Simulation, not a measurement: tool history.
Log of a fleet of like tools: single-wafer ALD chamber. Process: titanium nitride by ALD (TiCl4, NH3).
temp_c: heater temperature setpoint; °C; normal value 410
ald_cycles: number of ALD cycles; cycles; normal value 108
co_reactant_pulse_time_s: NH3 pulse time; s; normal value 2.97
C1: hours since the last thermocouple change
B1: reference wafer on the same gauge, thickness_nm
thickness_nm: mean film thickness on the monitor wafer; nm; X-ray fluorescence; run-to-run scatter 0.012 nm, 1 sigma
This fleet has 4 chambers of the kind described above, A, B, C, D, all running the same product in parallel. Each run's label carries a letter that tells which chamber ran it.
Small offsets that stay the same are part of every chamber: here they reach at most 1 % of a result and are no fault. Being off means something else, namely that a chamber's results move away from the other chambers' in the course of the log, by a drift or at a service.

Run 1B, day 0.429: usual settings; C1 95.8; B1 2.7762. Result: thickness_nm 2.4167 nm.
Run 2C, day 0.825: usual settings; C1 459.1; B1 2.7800. Result: thickness_nm 2.4224 nm.
Run 3D, day 1.171: usual settings; C1 664.0; B1 2.7792. Result: thickness_nm 2.4278 nm.
Run 4A, day 1.392: usual settings; C1 1032.1; B1 2.7808. Result: thickness_nm 2.3917 nm.
Run 5A, day 1.879: usual settings; C1 1043.8; B1 2.7816. Result: thickness_nm 2.4099 nm.
Run 6D, day 2.088: usual settings; C1 686.0; B1 2.7766. Result: thickness_nm 2.4098 nm.
Run 7B, day 2.317: usual settings; C1 141.1; B1 2.7814. Result: thickness_nm 2.4333 nm.
Run 8C, day 2.588: usual settings; C1 501.4; B1 2.7774. Result: thickness_nm 2.4324 nm.
Run 9D, day 2.821: usual settings but temp_c 423 °C, co_reactant_pulse_time_s 2.29 s; C1 703.6; B1 2.7781. Result: thickness_nm 2.4418 nm.
Run 10C, day 3.129: usual settings but temp_c 423 °C, co_reactant_pulse_time_s 2.29 s; C1 514.4; B1 2.7826. Result: thickness_nm 2.4304 nm.
Run 11B, day 3.362: usual settings but temp_c 423 °C, co_reactant_pulse_time_s 2.29 s; C1 166.2; B1 2.7799. Result: thickness_nm 2.4030 nm.
At day 3.417: chamber A: thermocouple changed; heater temperature recalibrated.
Run 12A, day 3.700: usual settings but temp_c 423 °C, co_reactant_pulse_time_s 2.29 s; C1 6.9; B1 2.7773. Result: thickness_nm 2.3975 nm.
Run 13C, day 3.921: usual settings; C1 533.4; B1 2.7802. Result: thickness_nm 2.4600 nm.
Run 14A, day 4.225: usual settings; C1 19.5; B1 2.7808. Result: thickness_nm 2.4161 nm.
Run 15B, day 4.558: usual settings but co_reactant_pulse_time_s 3.54 s; C1 194.9; B1 2.7776. Result: thickness_nm 2.4383 nm.
Run 16D, day 4.858: usual settings but co_reactant_pulse_time_s 3.54 s; C1 752.5; B1 2.7807. Result: thickness_nm 2.4275 nm.
Run 17A, day 5.250: usual settings but co_reactant_pulse_time_s 3.54 s; C1 44.1; B1 2.7816. Result: thickness_nm 2.4176 nm.
Run 18B, day 5.467: usual settings but co_reactant_pulse_time_s 3.54 s; C1 216.7; B1 2.7814. Result: thickness_nm 2.4372 nm.
Run 19D, day 5.833: usual settings but ald_cycles 122 cycles; C1 775.9; B1 2.7801. Result: thickness_nm 2.7573 nm.
Run 20C, day 6.175: usual settings but ald_cycles 122 cycles; C1 587.5; B1 2.7800. Result: thickness_nm 2.7529 nm.
Run 21C, day 6.438: usual settings but ald_cycles 122 cycles; C1 593.8; B1 2.7817. Result: thickness_nm 2.7531 nm.
Run 22D, day 6.862: usual settings but ald_cycles 122 cycles; C1 800.6; B1 2.7788. Result: thickness_nm 2.7445 nm.
Run 23B, day 7.192: usual settings; C1 258.1; B1 2.7806. Result: thickness_nm 2.3890 nm.
Run 24A, day 7.567: usual settings but ald_cycles 95 cycles, co_reactant_pulse_time_s 3.92 s; C1 99.7; B1 2.7818. Result: thickness_nm 2.1398 nm.
Run 25D, day 7.858: usual settings but ald_cycles 95 cycles, co_reactant_pulse_time_s 3.92 s; C1 824.5; B1 2.7825. Result: thickness_nm 2.1539 nm.
Run 26B, day 8.308: usual settings but ald_cycles 95 cycles, co_reactant_pulse_time_s 3.92 s; C1 284.9; B1 2.7810. Result: thickness_nm 2.1332 nm.
Run 27A, day 8.754: usual settings but ald_cycles 95 cycles, co_reactant_pulse_time_s 3.92 s; C1 128.2; B1 2.7782. Result: thickness_nm 2.1237 nm.
Run 28C, day 8.967: usual settings; C1 654.5; B1 2.7779. Result: thickness_nm 2.4227 nm.
Run 29D, day 9.392: usual settings; C1 861.3; B1 2.7804. Result: thickness_nm 2.4351 nm.
Run 30A, day 9.762: usual settings; C1 152.4; B1 2.7830. Result: thickness_nm 2.4050 nm.

Has any chamber moved away from the others, gradually or after a service, or does the common gauge drift, or do the chambers differ only by their own small steady offsets? State the chamber and the most likely cause if one applies.

The fleet is healthy, with each chamber sitting at its usual small offset and no drift in the gauge.
